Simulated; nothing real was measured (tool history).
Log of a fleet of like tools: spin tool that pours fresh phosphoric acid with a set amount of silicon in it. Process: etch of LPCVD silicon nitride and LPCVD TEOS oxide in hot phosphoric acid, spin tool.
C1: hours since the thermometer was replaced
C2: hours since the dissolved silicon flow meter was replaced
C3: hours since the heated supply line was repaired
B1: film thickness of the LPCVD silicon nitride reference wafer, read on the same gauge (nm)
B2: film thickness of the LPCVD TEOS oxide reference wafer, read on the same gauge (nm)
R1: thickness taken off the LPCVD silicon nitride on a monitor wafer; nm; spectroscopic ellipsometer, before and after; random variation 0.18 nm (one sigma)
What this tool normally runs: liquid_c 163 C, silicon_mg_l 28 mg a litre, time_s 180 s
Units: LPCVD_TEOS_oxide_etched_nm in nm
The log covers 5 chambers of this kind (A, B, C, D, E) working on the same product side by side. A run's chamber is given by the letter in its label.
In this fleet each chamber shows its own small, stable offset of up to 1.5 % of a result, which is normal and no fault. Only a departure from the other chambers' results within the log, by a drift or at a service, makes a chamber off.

{"run": "1C", "hour": 2.7, "liquid_c": 163, "silicon_mg_l": 28, "time_s": 180, "C1": 219.1, "C2": 667.3, "C3": 1339, "B1": 80.008, "B2": 110.01, "R1": 18.517, "LPCVD_TEOS_oxide_etched_nm": 0.3541}
{"run": "2A", "hour": 6.5, "liquid_c": 163, "silicon_mg_l": 28, "time_s": 180, "C1": 817.9, "C2": 741.4, "C3": 247.9, "B1": 79.973, "B2": 110.05, "R1": 18.839, "LPCVD_TEOS_oxide_etched_nm": 0.38699}
{"run": "3E", "hour": 10.9, "liquid_c": 163, "silicon_mg_l": 28, "time_s": 180, "C1": 1615.4, "C2": 92.2, "C3": 2561.7, "B1": 80.025, "B2": 110.01, "R1": 18.477, "LPCVD_TEOS_oxide_etched_nm": 0.31116}
{"run": "4D", "hour": 13.2, "liquid_c": 163, "silicon_mg_l": 28, "time_s": 180, "C1": 516.1, "C2": 859.7, "C3": 900.2, "B1": 80.002, "B2": 110, "R1": 18.361, "LPCVD_TEOS_oxide_etched_nm": 0.39795}
{"run": "5B", "hour": 15.8, "liquid_c": 163, "silicon_mg_l": 28, "time_s": 180, "C1": 391.6, "C2": 1695.9, "C3": 1612, "B1": 79.961, "B2": 110.02, "R1": 18.302, "LPCVD_TEOS_oxide_etched_nm": 0.3919}
{"run": "6B", "hour": 19.3, "liquid_c": 163, "silicon_mg_l": 28, "time_s": 180, "C1": 395.1, "C2": 1699.4, "C3": 1615.5, "B1": 80.038, "B2": 109.99, "R1": 18.754, "LPCVD_TEOS_oxide_etched_nm": 0.35587}
{"run": "7D", "hour": 21.5, "liquid_c": 163, "silicon_mg_l": 28, "time_s": 180, "C1": 524.4, "C2": 868, "C3": 908.5, "B1": 79.997, "B2": 109.99, "R1": 18.207, "LPCVD_TEOS_oxide_etched_nm": 0.37751}
{"run": "8E", "hour": 24.7, "liquid_c": 163, "silicon_mg_l": 28, "time_s": 180, "C1": 1629.2, "C2": 106, "C3": 2575.5, "B1": 80.006, "B2": 110, "R1": 18.659, "LPCVD_TEOS_oxide_etched_nm": 0.3382}
{"run": "9C", "hour": 28.9, "liquid_c": 164, "silicon_mg_l": 28, "time_s": 90, "C1": 245.3, "C2": 693.5, "C3": 1365.2, "B1": 79.999, "B2": 110.07, "R1": 9.7483, "LPCVD_TEOS_oxide_etched_nm": 0.1881}
{"run": "10A", "hour": 30.9, "liquid_c": 164, "silicon_mg_l": 28, "time_s": 90, "C1": 842.3, "C2": 765.8, "C3": 272.3, "B1": 80.028, "B2": 109.97, "R1": 9.7308, "LPCVD_TEOS_oxide_etched_nm": 0.1896}
{"run": "11E", "hour": 35.2, "liquid_c": 164, "silicon_mg_l": 28, "time_s": 90, "C1": 1639.7, "C2": 116.5, "C3": 2586, "B1": 79.945, "B2": 110, "R1": 9.6677, "LPCVD_TEOS_oxide_etched_nm": 0.18477}
{"run": "12A", "hour": 38.8, "liquid_c": 164, "silicon_mg_l": 28, "time_s": 90, "C1": 850.2, "C2": 773.7, "C3": 280.2, "B1": 80.028, "B2": 109.99, "R1": 9.8558, "LPCVD_TEOS_oxide_etched_nm": 0.18961}
{"run": "13C", "hour": 42.6, "liquid_c": 164, "silicon_mg_l": 28, "time_s": 90, "C1": 259, "C2": 707.2, "C3": 1378.9, "B1": 80.003, "B2": 110.05, "R1": 9.7344, "LPCVD_TEOS_oxide_etched_nm": 0.2094}
{"run": "14D", "hour": 44.9, "liquid_c": 163, "silicon_mg_l": 28, "time_s": 180, "C1": 547.8, "C2": 891.4, "C3": 931.9, "B1": 79.992, "B2": 110.03, "R1": 18.342, "LPCVD_TEOS_oxide_etched_nm": 0.34992}
{"hour": 45.1, "done": "chamber E: thermometer replaced"}
{"run": "15B", "hour": 46.8, "liquid_c": 163, "silicon_mg_l": 28, "time_s": 180, "C1": 422.6, "C2": 1726.9, "C3": 1643, "B1": 80.054, "B2": 110.04, "R1": 18.908, "LPCVD_TEOS_oxide_etched_nm": 0.38732}
{"run": "16D", "hour": 49.6, "liquid_c": 161.5, "silicon_mg_l": 28, "time_s": 125, "C1": 552.5, "C2": 896.1, "C3": 936.6, "B1": 79.991, "B2": 110, "R1": 12.015, "LPCVD_TEOS_oxide_etched_nm": 0.24214}
{"run": "17A", "hour": 53.8, "liquid_c": 161.5, "silicon_mg_l": 28, "time_s": 125, "C1": 865.2, "C2": 788.7, "C3": 295.2, "B1": 80.006, "B2": 110.01, "R1": 12.412, "LPCVD_TEOS_oxide_etched_nm": 0.21475}
{"run": "18B", "hour": 58.2, "liquid_c": 161.5, "silicon_mg_l": 28, "time_s": 125, "C1": 434, "C2": 1738.3, "C3": 1654.4, "B1": 79.997, "B2": 109.99, "R1": 12.181, "LPCVD_TEOS_oxide_etched_nm": 0.20625}
{"run": "19C", "hour": 61.1, "liquid_c": 161.5, "silicon_mg_l": 28, "time_s": 125, "C1": 277.5, "C2": 725.7, "C3": 1397.4, "B1": 79.997, "B2": 110.03, "R1": 11.73, "LPCVD_TEOS_oxide_etched_nm": 0.23006}
{"run": "20E", "hour": 63.7, "liquid_c": 161.5, "silicon_mg_l": 28, "time_s": 125, "C1": 18.7, "C2": 145, "C3": 2614.5, "B1": 79.999, "B2": 110.01, "R1": 12.447, "LPCVD_TEOS_oxide_etched_nm": 0.23183}
{"run": "21D", "hour": 66.1, "liquid_c": 163, "silicon_mg_l": 28, "time_s": 180, "C1": 569, "C2": 912.6, "C3": 953.1, "B1": 79.967, "B2": 110.03, "R1": 18.247, "LPCVD_TEOS_oxide_etched_nm": 0.33838}
{"run": "22C", "hour": 70.4, "liquid_c": 163, "silicon_mg_l": 28, "time_s": 180, "C1": 286.8, "C2": 735, "C3": 1406.7, "B1": 80.016, "B2": 109.98, "R1": 17.783, "LPCVD_TEOS_oxide_etched_nm": 0.35271}
{"run": "23B", "hour": 72.5, "liquid_c": 163, "silicon_mg_l": 28, "time_s": 180, "C1": 448.3, "C2": 1752.6, "C3": 1668.7, "B1": 79.992, "B2": 110.01, "R1": 18.658, "LPCVD_TEOS_oxide_etched_nm": 0.39886}
{"run": "24A", "hour": 76.2, "liquid_c": 163, "silicon_mg_l": 14, "time_s": 180, "C1": 887.6, "C2": 811.1, "C3": 317.6, "B1": 80.002, "B2": 110.03, "R1": 18.762, "LPCVD_TEOS_oxide_etched_nm": 0.53989}
{"run": "25E", "hour": 78.1, "liquid_c": 163, "silicon_mg_l": 14, "time_s": 180, "C1": 33.1, "C2": 159.4, "C3": 2628.9, "B1": 79.997, "B2": 109.96, "R1": 18.417, "LPCVD_TEOS_oxide_etched_nm": 0.56083}
{"run": "26D", "hour": 81.0, "liquid_c": 163, "silicon_mg_l": 14, "time_s": 180, "C1": 583.9, "C2": 927.5, "C3": 968, "B1": 79.989, "B2": 109.95, "R1": 17.966, "LPCVD_TEOS_oxide_etched_nm": 0.57206}
{"run": "27B", "hour": 84.6, "liquid_c": 163, "silicon_mg_l": 14, "time_s": 180, "C1": 460.4, "C2": 1764.7, "C3": 1680.8, "B1": 79.986, "B2": 110.02, "R1": 18.555, "LPCVD_TEOS_oxide_etched_nm": 0.5074}
{"run": "28E", "hour": 87.7, "liquid_c": 163, "silicon_mg_l": 14, "time_s": 180, "C1": 42.7, "C2": 169, "C3": 2638.5, "B1": 80, "B2": 109.98, "R1": 18.715, "LPCVD_TEOS_oxide_etched_nm": 0.46686}
{"run": "29A", "hour": 90.8, "liquid_c": 163, "silicon_mg_l": 28, "time_s": 180, "C1": 902.2, "C2": 825.7, "C3": 332.2, "B1": 80.065, "B2": 109.97, "R1": 18.621, "LPCVD_TEOS_oxide_etched_nm": 0.38351}
{"run": "30C", "hour": 94.8, "liquid_c": 163, "silicon_mg_l": 28, "time_s": 180, "C1": 311.2, "C2": 759.4, "C3": 1431.1, "B1": 79.973, "B2": 109.99, "R1": 17.385, "LPCVD_TEOS_oxide_etched_nm": 0.3123}
{"run": "31B", "hour": 98.8, "liquid_c": 163, "silicon_mg_l": 28, "time_s": 180, "C1": 474.6, "C2": 1778.9, "C3": 1695, "B1": 79.982, "B2": 110, "R1": 18.529, "LPCVD_TEOS_oxide_etched_nm": 0.39606}
{"run": "32D", "hour": 103.0, "liquid_c": 160, "silicon_mg_l": 28, "time_s": 230, "C1": 605.9, "C2": 949.5, "C3": 990, "B1": 80.028, "B2": 109.96, "R1": 21.527, "LPCVD_TEOS_oxide_etched_nm": 0.33253}
{"run": "33C", "hour": 105.9, "liquid_c": 160, "silicon_mg_l": 28, "time_s": 230, "C1": 322.3, "C2": 770.5, "C3": 1442.2, "B1": 79.999, "B2": 110.01, "R1": 19.471, "LPCVD_TEOS_oxide_etched_nm": 0.24411}
{"run": "34E", "hour": 108.3, "liquid_c": 160, "silicon_mg_l": 28, "time_s": 230, "C1": 63.3, "C2": 189.6, "C3": 2659.1, "B1": 80.028, "B2": 110.05, "R1": 21.508, "LPCVD_TEOS_oxide_etched_nm": 0.35769}
{"run": "35A", "hour": 111.3, "liquid_c": 160, "silicon_mg_l": 28, "time_s": 230, "C1": 922.7, "C2": 846.2, "C3": 352.7, "B1": 80.041, "B2": 109.98, "R1": 22.011, "LPCVD_TEOS_oxide_etched_nm": 0.42954}
{"run": "36C", "hour": 115.4, "liquid_c": 160, "silicon_mg_l": 28, "time_s": 230, "C1": 331.8, "C2": 780, "C3": 1451.7, "B1": 79.99, "B2": 109.99, "R1": 19.04, "LPCVD_TEOS_oxide_etched_nm": 0.29569}

Next, all 5 chambers run the settings below, one line each with question marks for the results. What does each chamber give?
{"run": "37A", "hour": 118.5, "liquid_c": 163, "silicon_mg_l": 39, "time_s": 180, "R1": "?", "LPCVD_TEOS_oxide_etched_nm": "?"}
{"run": "37B", "hour": 118.5, "liquid_c": 163, "silicon_mg_l": 39, "time_s": 180, "R1": "?", "LPCVD_TEOS_oxide_etched_nm": "?"}
{"run": "37C", "hour": 118.5, "liquid_c": 163, "silicon_mg_l": 39, "time_s": 180, "R1": "?", "LPCVD_TEOS_oxide_etched_nm": "?"}
{"run": "37D", "hour": 118.5, "liquid_c": 163, "silicon_mg_l": 39, "time_s": 180, "R1": "?", "LPCVD_TEOS_oxide_etched_nm": "?"}
{"run": "37E", "hour": 118.5, "liquid_c": 163, "silicon_mg_l": 39, "time_s": 180, "R1": "?", "LPCVD_TEOS_oxide_etched_nm": "?"}

run=37A R1=18.952 LPCVD_TEOS_oxide_etched_nm=0.21239
run=37B R1=18.344 LPCVD_TEOS_oxide_etched_nm=0.20131
run=37C R1=16.795 LPCVD_TEOS_oxide_etched_nm=0.1736
run=37D R1=18.166 LPCVD_TEOS_oxide_etched_nm=0.18866
run=37E R1=18.471 LPCVD_TEOS_oxide_etched_nm=0.22204

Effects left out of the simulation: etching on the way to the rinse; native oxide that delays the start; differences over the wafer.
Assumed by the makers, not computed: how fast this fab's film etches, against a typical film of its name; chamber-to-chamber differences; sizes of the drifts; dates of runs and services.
